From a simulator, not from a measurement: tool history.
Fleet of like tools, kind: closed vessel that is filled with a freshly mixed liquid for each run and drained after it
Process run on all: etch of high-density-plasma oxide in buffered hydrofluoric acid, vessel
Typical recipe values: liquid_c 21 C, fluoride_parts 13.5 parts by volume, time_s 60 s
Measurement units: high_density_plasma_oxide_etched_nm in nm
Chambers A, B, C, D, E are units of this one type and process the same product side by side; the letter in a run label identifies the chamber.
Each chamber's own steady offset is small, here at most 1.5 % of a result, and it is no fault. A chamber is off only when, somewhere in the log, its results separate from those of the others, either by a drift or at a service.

| run | day | liquid_c | fluoride_parts | time_s | read-back film thickness of the high-density-plasma oxide reference wafer, read on the same gauge (nm) | high_density_plasma_oxide_etched_nm |
|---|---|---|---|---|---|---|
| 1D | 0.192 | 21 | 13.5 | 60 | 149.99 | 53.535 |
| 2C | 0.421 | 21 | 13.5 | 60 | 149.98 | 54.157 |
| 3A | 0.633 | 21 | 13.5 | 60 | 149.99 | 55.248 |
| 4B | 0.767 | 21 | 13.5 | 60 | 149.99 | 53.385 |
| 5E | 1.017 | 21 | 13.5 | 60 | 150 | 52.826 |
| 6E | 1.158 | 21 | 13.5 | 60 | 150.02 | 52.777 |
| 7C | 1.404 | 21 | 13.5 | 60 | 150.01 | 54.654 |
| 8B | 1.554 | 21 | 13.5 | 60 | 149.99 | 53.219 |
| 9D | 1.708 | 21 | 13.5 | 60 | 150.03 | 52.72 |
| 10A | 1.846 | 21 | 17.5 | 60 | 150.01 | 42.298 |
| 11E | 2.004 | 21 | 17.5 | 60 | 150 | 40.768 |
| 12A | 2.125 | 21 | 17.5 | 60 | 150.01 | 42.073 |
|  | 2.258 | chamber B: hydrofluoric acid flow meter replaced |
| 13D | 2.275 | 21 | 17.5 | 60 | 149.98 | 42.687 |
|  | 2.333 | chamber A: hydrofluoric acid flow meter replaced |
| 14C | 2.438 | 21 | 17.5 | 60 | 150 | 42.779 |
| 15B | 2.692 | 21 | 13.5 | 60 | 149.98 | 53.444 |
| 16D | 2.921 | 21 | 13.5 | 60 | 149.98 | 53.726 |
| 17E | 3.154 | 21 | 13.5 | 60 | 150.02 | 52.589 |
| 18C | 3.433 | 21 | 17 | 80 | 150.03 | 57.095 |
| 19B | 3.629 | 21 | 17 | 80 | 149.98 | 56.656 |
| 20A | 3.821 | 21 | 17 | 80 | 150 | 58.853 |
| 21A | 4.071 | 21 | 17 | 80 | 149.98 | 58.678 |
| 22D | 4.233 | 21 | 17 | 80 | 150.03 | 57.447 |
| 23C | 4.479 | 21 | 13.5 | 60 | 149.96 | 54.351 |
| 24B | 4.746 | 21 | 13.5 | 60 | 149.95 | 53.704 |
| 25E | 4.904 | 21 | 13.5 | 75 | 150.02 | 63.504 |
| 26C | 5.083 | 21 | 13.5 | 75 | 150.01 | 68.876 |
| 27D | 5.321 | 21 | 13.5 | 75 | 149.97 | 67.116 |
| 28E | 5.5 | 21 | 13.5 | 75 | 150.01 | 63.371 |
| 29B | 5.675 | 21 | 13.5 | 75 | 149.95 | 67.26 |
| 30A | 5.9 | 21 | 9.5 | 80 | 149.97 | 99.726 |
| 31B | 6.042 | 21 | 9.5 | 80 | 150.03 | 98.715 |
| 32A | 6.183 | 21 | 9.5 | 80 | 149.96 | 99.744 |
| 33C | 6.438 | 21 | 9.5 | 80 | 150.03 | 100.74 |
| 34D | 6.679 | 21 | 9.5 | 80 | 150 | 98.767 |
| 35E | 6.933 | 18 | 13.5 | 30 | 150 | 21.357 |
| 36C | 7.092 | 18 | 13.5 | 30 | 150.03 | 23.052 |
| 37D | 7.246 | 18 | 13.5 | 30 | 150 | 22.752 |
| 38B | 7.388 | 18 | 13.5 | 30 | 149.99 | 22.744 |
| 39A | 7.6 | 18 | 13.5 | 30 | 149.98 | 23.217 |
| 40E | 7.796 | 21 | 13.5 | 60 | 150 | 49.941 |
| 41C | 7.975 | 21 | 13.5 | 60 | 150 | 53.202 |

Is one chamber off against the others, does the gauge drift, or is nothing wrong? If a chamber is off, say which, and what the likeliest cause is.

One chamber, E, drifts off from the rest bit by bit.
Cause: hydrofluoric acid flow below the setpoint (%) = 5.98.
The log may not separate it from: liquid colder than its thermometer reads (K).

Which of the 4 candidates below, each the usual settings with something changed and its results left as question marks, puts chamber E back in line with what the other chambers give on the usual settings?
A result is in line if it is within this distance of the other chambers' mean on the usual settings: high_density_plasma_oxide_etched_nm 1.5 nm
| 42E-1 | 8.171 | 20.5 | 13.5 | 60 |  | ? |
| 42E-2 | 8.171 | 21 | 13.5 | 65 |  | ? |
| 42E-3 | 8.171 | 19.5 | 13.5 | 60 |  | ? |
| 42E-4 | 8.171 | 21 | 13 | 60 |  | ? |

The other chambers' mean on the usual settings: high_density_plasma_oxide_etched_nm 54.031 nm
| run | high_density_plasma_oxide_etched_nm |
|---|---|
| 42E-1 | 48.434 |
| 42E-2 | 53.924 |
| 42E-3 | 45.846 |
| 42E-4 | 51.649 |
Change 42E-2 lands the chamber within the allowed miss of the other chambers.

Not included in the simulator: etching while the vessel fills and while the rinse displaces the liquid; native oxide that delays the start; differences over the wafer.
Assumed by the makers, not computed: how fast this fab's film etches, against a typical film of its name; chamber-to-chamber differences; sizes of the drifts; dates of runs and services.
